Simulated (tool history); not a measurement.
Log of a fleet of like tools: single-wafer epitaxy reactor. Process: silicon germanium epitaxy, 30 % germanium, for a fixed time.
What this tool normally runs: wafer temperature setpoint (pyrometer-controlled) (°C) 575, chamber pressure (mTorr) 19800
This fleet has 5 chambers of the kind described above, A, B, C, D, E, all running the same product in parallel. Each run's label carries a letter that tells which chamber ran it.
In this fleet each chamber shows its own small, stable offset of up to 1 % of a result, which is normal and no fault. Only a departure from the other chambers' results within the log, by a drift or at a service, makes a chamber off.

run   hour  wafer temperature setpoint (pyrometer-controlled) (°C)  chamber pressure (mTorr)  read-back reference wafer on the same gauge, thickness_nm  mean film thickness on the monitor wafer (angstrom)
 1A    6.5                                                     575                     19800                                                     33.891                                               369.63
 2B   13.9                                                     575                     19800                                                     33.896                                               368.62
 3C   20.7                                                     575                     19800                                                     33.907                                               364.33
 4E   26.2                                                     575                     19800                                                     33.898                                               369.03
 5D   30.8                                                     575                     19800                                                     33.897                                               365.68
 6E   37.9                                                     575                     19800                                                     33.914                                               370.29
 7A   41.5                                                     575                     19800                                                     33.919                                               366.83
 8C   48.7                                                     575                     19800                                                     33.929                                               366.51
 9D   54.5                                                     575                     19800                                                     33.899                                               362.74
10B   58.1                                                     575                     19800                                                     33.930                                               364.66
11B   63.4                                                     575                     19800                                                     33.877                                               370.78
12E   69.6                                                     575                     19800                                                     33.884                                               369.47
13D   76.1                                                     575                     19800                                                     33.895                                               364.28
14C   83.5                                                     575                     19800                                                     33.889                                               363.83
15A   88.7                                                     575                     19800                                                     33.886                                               366.73
      94.0  -- chamber C: pyrometer calibrated
16D   94.3                                                     575                     19800                                                     33.895                                               366.23
17A   99.8                                                     570                     16000                                                     33.874                                               306.73
18E  105.3                                                     570                     16000                                                     33.903                                               306.63
19B  111.3                                                     570                     16000                                                     33.878                                               307.29
20C  115.1                                                     570                     16000                                                     33.914                                               288.53
21E  122.5                                                     570                     16000                                                     33.883                                               307.98
22B  126.3                                                     575                     19800                                                     33.904                                               368.41
23A  131.1                                                     575                     19800                                                     33.924                                               369.98
24C  134.7                                                     575                     19800                                                     33.897                                               348.52
25D  141.8                                                     575                     19800                                                     33.920                                               364.07
26E  148.1                                                     575                     19800                                                     33.901                                               369.86
27D  155.4                                                     575                     19800                                                     33.923                                               364.52
28B  160.6                                                     575                     19800                                                     33.896                                               368.32
29C  168.2                                                     575                     19800                                                     33.926                                               348.82
30A  175.9                                                     575                     19800                                                     33.864                                               366.36
31A  179.9                                                     568                     15200                                                     33.882                                               287.28
32D  187.3                                                     568                     15200                                                     33.883                                               288.10
33B  194.6                                                     568                     15200                                                     33.916                                               286.78

All chambers now run identical settings, listed one chamber a line with results as question marks. What results will each chamber show?
34A  200.2                                                     575                     19800                                                                                                               ?
34B  200.2                                                     575                     19800                                                                                                               ?
34C  200.2                                                     575                     19800                                                                                                               ?
34D  200.2                                                     575                     19800                                                                                                               ?
34E  200.2                                                     575                     19800                                                                                                               ?

run  mean film thickness on the monitor wafer (angstrom)
34A                                               371.58
34B                                               367.19
34C                                               349.36
34D                                               365.59
34E                                               368.10

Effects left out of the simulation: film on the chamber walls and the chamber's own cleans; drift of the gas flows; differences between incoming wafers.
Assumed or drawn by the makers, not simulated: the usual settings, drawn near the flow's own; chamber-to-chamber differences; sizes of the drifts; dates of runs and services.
